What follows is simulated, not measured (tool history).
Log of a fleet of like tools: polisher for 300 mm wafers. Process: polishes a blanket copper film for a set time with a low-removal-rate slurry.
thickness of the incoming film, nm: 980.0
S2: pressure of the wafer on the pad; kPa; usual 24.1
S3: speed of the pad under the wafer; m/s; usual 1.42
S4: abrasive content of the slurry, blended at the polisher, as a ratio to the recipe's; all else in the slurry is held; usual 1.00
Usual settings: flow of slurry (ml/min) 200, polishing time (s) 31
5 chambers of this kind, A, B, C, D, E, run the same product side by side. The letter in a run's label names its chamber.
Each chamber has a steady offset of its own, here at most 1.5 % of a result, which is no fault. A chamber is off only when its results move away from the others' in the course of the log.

At day 0.146: chamber B: worn pad replaced by a new one.
At day 0.288: chamber D: worn pad replaced by a new one.
Run 1E, day 0.300: usual settings. Result: film removed (nm) 139.530.
At day 0.433: chamber A: worn pad replaced by a new one.
Run 2B, day 0.471: usual settings. Result: film removed (nm) 142.410.
At day 0.533: chamber A: slurry blender recalibrated.
Run 3D, day 0.792: usual settings. Result: film removed (nm) 140.580.
At day 0.800: chamber B: slurry nozzle cleaned.
Run 4C, day 1.075: usual settings. Result: film removed (nm) 139.640.
Run 5A, day 1.271: usual settings. Result: film removed (nm) 140.040.
Run 6C, day 1.529: usual settings. Result: film removed (nm) 139.010.
Run 7D, day 1.704: usual settings. Result: film removed (nm) 141.870.
At day 1.750: chamber E: worn pad replaced by a new one.
Run 8A, day 1.883: usual settings but flow of slurry (ml/min) 170, S3 1.62 m/s. Result: film removed (nm) 155.560.
Run 9B, day 2.196: usual settings but flow of slurry (ml/min) 170, S3 1.62 m/s. Result: film removed (nm) 156.570.
Run 10E, day 2.458: usual settings but flow of slurry (ml/min) 170, S3 1.62 m/s. Result: film removed (nm) 153.420.
Run 11D, day 2.842: usual settings but flow of slurry (ml/min) 170, S3 1.62 m/s. Result: film removed (nm) 155.620.
Run 12A, day 3.167: usual settings but flow of slurry (ml/min) 170, S3 1.62 m/s. Result: film removed (nm) 156.290.
At day 3.250: chamber D: worn pad replaced by a new one.
At day 3.392: chamber A: slurry nozzle cleaned.
Run 13E, day 3.438: usual settings. Result: film removed (nm) 139.450.
Run 14B, day 3.667: usual settings. Result: film removed (nm) 141.420.
Run 15C, day 3.975: usual settings. Result: film removed (nm) 135.590.
At day 4.192: chamber A: worn pad replaced by a new one.
Run 16B, day 4.283: usual settings. Result: film removed (nm) 142.390.
Run 17A, day 4.500: usual settings. Result: film removed (nm) 139.510.
At day 4.779: chamber B: worn pad replaced by a new one.
Run 18D, day 4.842: usual settings. Result: film removed (nm) 141.880.
At day 4.979: chamber E: worn pad replaced by a new one.
Run 19E, day 5.171: usual settings. Result: film removed (nm) 139.990.
Run 20C, day 5.512: usual settings. Result: film removed (nm) 135.920.
Run 21E, day 5.750: usual settings but S2 16.5 kPa, S4 1.15. Result: film removed (nm) 98.871.
Run 22D, day 5.996: usual settings but S2 16.5 kPa, S4 1.15. Result: film removed (nm) 98.140.
At day 6.083: chamber C: slurry nozzle cleaned.
At day 6.233: chamber C: slurry blender recalibrated.
Run 23C, day 6.312: usual settings but S2 16.5 kPa, S4 1.15. Result: film removed (nm) 95.153.
At day 6.504: chamber D: worn pad replaced by a new one.
At day 6.538: chamber B: slurry blender recalibrated.
Run 24B, day 6.675: usual settings but S2 16.5 kPa, S4 1.15. Result: film removed (nm) 100.690.
Run 25A, day 6.904: usual settings but S2 16.5 kPa, S4 1.15. Result: film removed (nm) 98.900.
Run 26B, day 7.279: usual settings but flow of slurry (ml/min) 225, S4 0.80. Result: film removed (nm) 137.640.
Run 27E, day 7.575: usual settings but flow of slurry (ml/min) 225, S4 0.80. Result: film removed (nm) 135.510.
At day 7.692: chamber A: worn pad replaced by a new one.
Run 28C, day 7.796: usual settings but flow of slurry (ml/min) 225, S4 0.80. Result: film removed (nm) 132.080.
Run 29D, day 7.983: usual settings but flow of slurry (ml/min) 225, S4 0.80. Result: film removed (nm) 135.820.
At day 8.108: chamber E: worn pad replaced by a new one.
Run 30A, day 8.217: usual settings but flow of slurry (ml/min) 225, S4 0.80. Result: film removed (nm) 137.730.
Run 31B, day 8.454: usual settings. Result: film removed (nm) 142.010.
Run 32D, day 8.646: usual settings. Result: film removed (nm) 141.450.
Run 33A, day 8.929: usual settings but flow of slurry (ml/min) 225. Result: film removed (nm) 143.380.
At day 9.162: chamber D: worn pad replaced by a new one.
At day 9.238: chamber D: head pressure recalibrated.
Run 34E, day 9.288: usual settings but flow of slurry (ml/min) 225. Result: film removed (nm) 141.400.
Run 35C, day 9.562: usual settings but flow of slurry (ml/min) 225. Result: film removed (nm) 135.490.
At day 9.879: chamber B: worn pad replaced by a new one.
Run 36D, day 9.954: usual settings but flow of slurry (ml/min) 225. Result: film removed (nm) 143.720.
Run 37E, day 10.212: usual settings but flow of slurry (ml/min) 225. Result: film removed (nm) 142.800.
Run 38B, day 10.604: usual settings. Result: film removed (nm) 139.950.
Run 39A, day 10.825: usual settings. Result: film removed (nm) 139.080.
Run 40C, day 11.021: usual settings. Result: film removed (nm) 132.380.
At day 11.062: chamber D: slurry nozzle cleaned.
Run 41D, day 11.379: usual settings. Result: film removed (nm) 140.510.
Run 42B, day 11.708: usual settings but S2 21.4 kPa, polishing time (s) 21. Result: film removed (nm) 84.907.
At day 11.850: chamber A: worn pad replaced by a new one.
Run 43A, day 12.079: usual settings but S2 21.4 kPa, polishing time (s) 21. Result: film removed (nm) 83.136.

All 5 chambers run these settings next. Forecast each chamber's results:
Run 44A, day 12.358: usual settings. Result: film removed (nm) ?.
Run 44B, day 12.358: usual settings. Result: film removed (nm) ?.
Run 44C, day 12.358: usual settings. Result: film removed (nm) ?.
Run 44D, day 12.358: usual settings. Result: film removed (nm) ?.
Run 44E, day 12.358: usual settings. Result: film removed (nm) ?.

run  film removed (nm)
44A            139.240
44B            140.890
44C            130.500
44D            139.880
44E            139.490
